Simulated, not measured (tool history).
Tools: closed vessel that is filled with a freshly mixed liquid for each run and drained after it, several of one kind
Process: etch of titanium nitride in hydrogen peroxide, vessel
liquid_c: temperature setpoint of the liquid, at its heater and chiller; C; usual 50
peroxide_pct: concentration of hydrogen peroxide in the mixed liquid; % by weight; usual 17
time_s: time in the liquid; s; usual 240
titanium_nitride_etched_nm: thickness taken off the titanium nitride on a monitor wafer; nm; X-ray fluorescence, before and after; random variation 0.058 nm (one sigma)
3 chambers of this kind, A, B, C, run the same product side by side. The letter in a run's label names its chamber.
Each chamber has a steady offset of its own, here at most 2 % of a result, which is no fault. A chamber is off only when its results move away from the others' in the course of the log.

run,day,liquid_c,peroxide_pct,time_s,hours since the thermometer was replaced,hours since the peroxide flow meter was replaced,hours since the drum of peroxide was connected,"read-back film thickness of the titanium nitride reference wafer, read on the same gauge (nm)",titanium_nitride_etched_nm
1B,0.267,50,17,240,605.7,537.0,342.7,29.987,5.7442
# day 0.658: chamber C: new drum of peroxide connected
2C,0.729,50,17,240,623.2,627.1,1.8,29.995,5.7996
3A,1.188,50,17,240,222.4,165.8,310.3,29.993,5.7482
4C,1.612,50,17,240,644.4,648.3,23.0,30.016,5.8864
5A,1.900,50,17,190,239.5,182.9,327.4,29.996,4.5266
6B,2.375,50,17,190,656.3,587.6,393.3,29.991,4.4307
7A,2.650,50,17,190,257.5,200.9,345.4,29.997,4.4926
8C,3.012,50,17,240,678.0,681.9,56.6,29.993,5.8602
9B,3.496,50,17,240,683.2,614.5,420.2,30.013,5.6521
10C,3.858,50,17,240,698.3,702.2,76.9,29.999,5.7926
11A,4.146,50,17,350,293.4,236.8,381.3,29.998,8.3086
12B,4.621,50,17,350,710.2,641.5,447.2,30.003,8.1704
13B,4.979,50,17,350,718.8,650.1,455.8,29.983,7.9686
14C,5.221,50,17,240,731.0,734.9,109.6,30.005,5.6581
15A,5.725,50,17,240,331.3,274.7,419.2,29.990,5.6799
16A,6.146,50,17,240,341.4,284.8,429.3,29.997,5.7512
17C,6.546,50,17,240,762.8,766.7,141.4,30.011,5.7822
18B,6.829,50,13,240,763.2,694.5,500.2,30.000,5.0345
19C,7.146,50,13,240,777.2,781.1,155.8,30.008,5.3036
20B,7.546,50,13,240,780.4,711.7,517.4,30.001,5.1105
21A,7.883,50,17,240,383.1,326.5,471.0,30.009,5.6969
22A,8.371,50,17,355,394.8,338.2,482.7,30.004,8.4359
23B,8.592,50,17,355,805.5,736.8,542.5,30.006,7.9696
24C,8.921,50,17,355,819.8,823.7,198.4,29.988,8.5975
25C,9.171,50,17,240,825.8,829.7,204.4,29.993,5.8122
26B,9.396,50,17,240,824.8,756.1,561.8,29.998,5.3299
27A,9.854,50,17,240,430.4,373.8,518.3,30.012,5.7534

Next, every chamber runs the same settings. What will each give?
28A,10.221,50,17,240,,,,,?
28B,10.221,50,17,240,,,,,?
28C,10.221,50,17,240,,,,,?

run,titanium_nitride_etched_nm
28A,5.7795
28B,5.1912
28C,5.8471
